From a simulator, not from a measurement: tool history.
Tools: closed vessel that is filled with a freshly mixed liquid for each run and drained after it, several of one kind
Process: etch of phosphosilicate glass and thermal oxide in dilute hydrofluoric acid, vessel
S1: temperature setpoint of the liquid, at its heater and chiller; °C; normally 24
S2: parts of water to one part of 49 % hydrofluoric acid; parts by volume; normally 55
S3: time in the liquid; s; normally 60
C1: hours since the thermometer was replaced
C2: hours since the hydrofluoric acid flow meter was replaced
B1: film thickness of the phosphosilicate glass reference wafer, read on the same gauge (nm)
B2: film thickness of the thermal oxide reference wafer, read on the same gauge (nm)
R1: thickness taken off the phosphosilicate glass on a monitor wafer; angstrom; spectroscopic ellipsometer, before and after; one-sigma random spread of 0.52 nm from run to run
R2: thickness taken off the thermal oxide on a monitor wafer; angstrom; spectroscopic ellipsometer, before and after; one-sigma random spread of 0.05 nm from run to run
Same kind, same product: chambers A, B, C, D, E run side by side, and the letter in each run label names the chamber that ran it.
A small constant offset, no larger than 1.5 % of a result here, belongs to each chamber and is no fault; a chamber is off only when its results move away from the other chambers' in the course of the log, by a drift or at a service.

run,hour,S1,S2,S3,C1,C2,B1,B2,R1,R2
1E,6.9,24,55,60,1114,722.5,69.987,110,803.91,53.754
2A,20.2,24,55,60,629.5,201.9,69.994,110.02,827.46,53.697
3B,26.7,24,55,60,877,65.9,69.988,109.99,808.28,54.438
# hour 31.1: chamber E: hydrofluoric acid flow meter replaced
4C,33.1,24,55,60,145.4,459.4,70.03,110.01,807.95,53.767
5D,41.5,24,55,60,1992.6,464.8,69.958,110.01,795.51,53.566
6E,53.8,24,55,60,1160.9,22.8,69.996,110,809.13,54.496
7A,67.5,24,55,60,676.8,249.2,69.975,110,822.37,54.209
8D,81.6,24,55,60,2032.7,504.9,70.015,109.98,802.53,53.848
9C,89.4,24,55,60,201.7,515.7,70.025,109.99,804.02,53.494
10B,99.9,24,55,60,950.2,139.1,69.974,110,809.63,53.523
11A,109,24,55,60,718.3,290.7,70.067,109.99,828.31,54.562
12B,117.8,27.5,55,60,968.1,157,70.033,110.01,933.3,62.131
13D,126.8,27.5,55,60,2077.9,550.1,70.023,109.99,932.27,60.899
14C,139.3,27.5,55,60,251.6,565.6,69.991,110,932.6,61.82
15E,147.9,27.5,55,60,1255,116.9,69.976,110,933.57,62.014
16C,157.9,27.5,55,60,270.2,584.2,69.994,110.02,919.78,62.31
17A,166.8,24,55,60,776.1,348.5,70.019,110,818.36,53.622
18B,179.7,24,55,60,1030,218.9,70.015,110.01,808.41,54.708
19E,191.4,24,55,60,1298.5,160.4,69.974,110,819.34,54.276
20D,200.3,24,55,60,2151.4,623.6,69.993,109.99,808.6,53.21
21D,207.3,24,55,60,2158.4,630.6,69.985,110.02,797.8,52.519
22B,214.3,22.5,55,70,1064.6,253.5,70.026,110.01,885.28,59.209
23A,224.7,22.5,55,70,834,406.4,69.991,110.01,901.59,58.368
24C,235.1,22.5,55,70,347.4,661.4,70.013,110.01,883.25,59.189
25E,248.4,22.5,55,70,1355.5,217.4,69.988,110.02,888.09,58.805
26D,261.7,22.5,55,70,2212.8,685,70.001,110,874.71,58.896
# hour 269.4: chamber A: hydrofluoric acid flow meter replaced
27A,270.3,24,55,60,879.6,1,70.002,109.99,821.6,54.367
28E,278.7,24,55,60,1385.8,247.7,70.012,110.01,809.51,54.461
29B,290.8,24,55,60,1141.1,330,70.022,110,807.41,54.141
30C,301.9,24,55,60,414.2,728.2,70.021,109.99,802.94,54.776

Next, every chamber runs the same settings. What will each give?
31A,312.2,24,70,60,,,,,?,?
31B,312.2,24,70,60,,,,,?,?
31C,312.2,24,70,60,,,,,?,?
31D,312.2,24,70,60,,,,,?,?
31E,312.2,24,70,60,,,,,?,?

run,R1,R2
31A,630.61,42.153
31B,621.88,42.077
31C,617.37,41.607
31D,618.35,41.802
31E,625.07,41.287
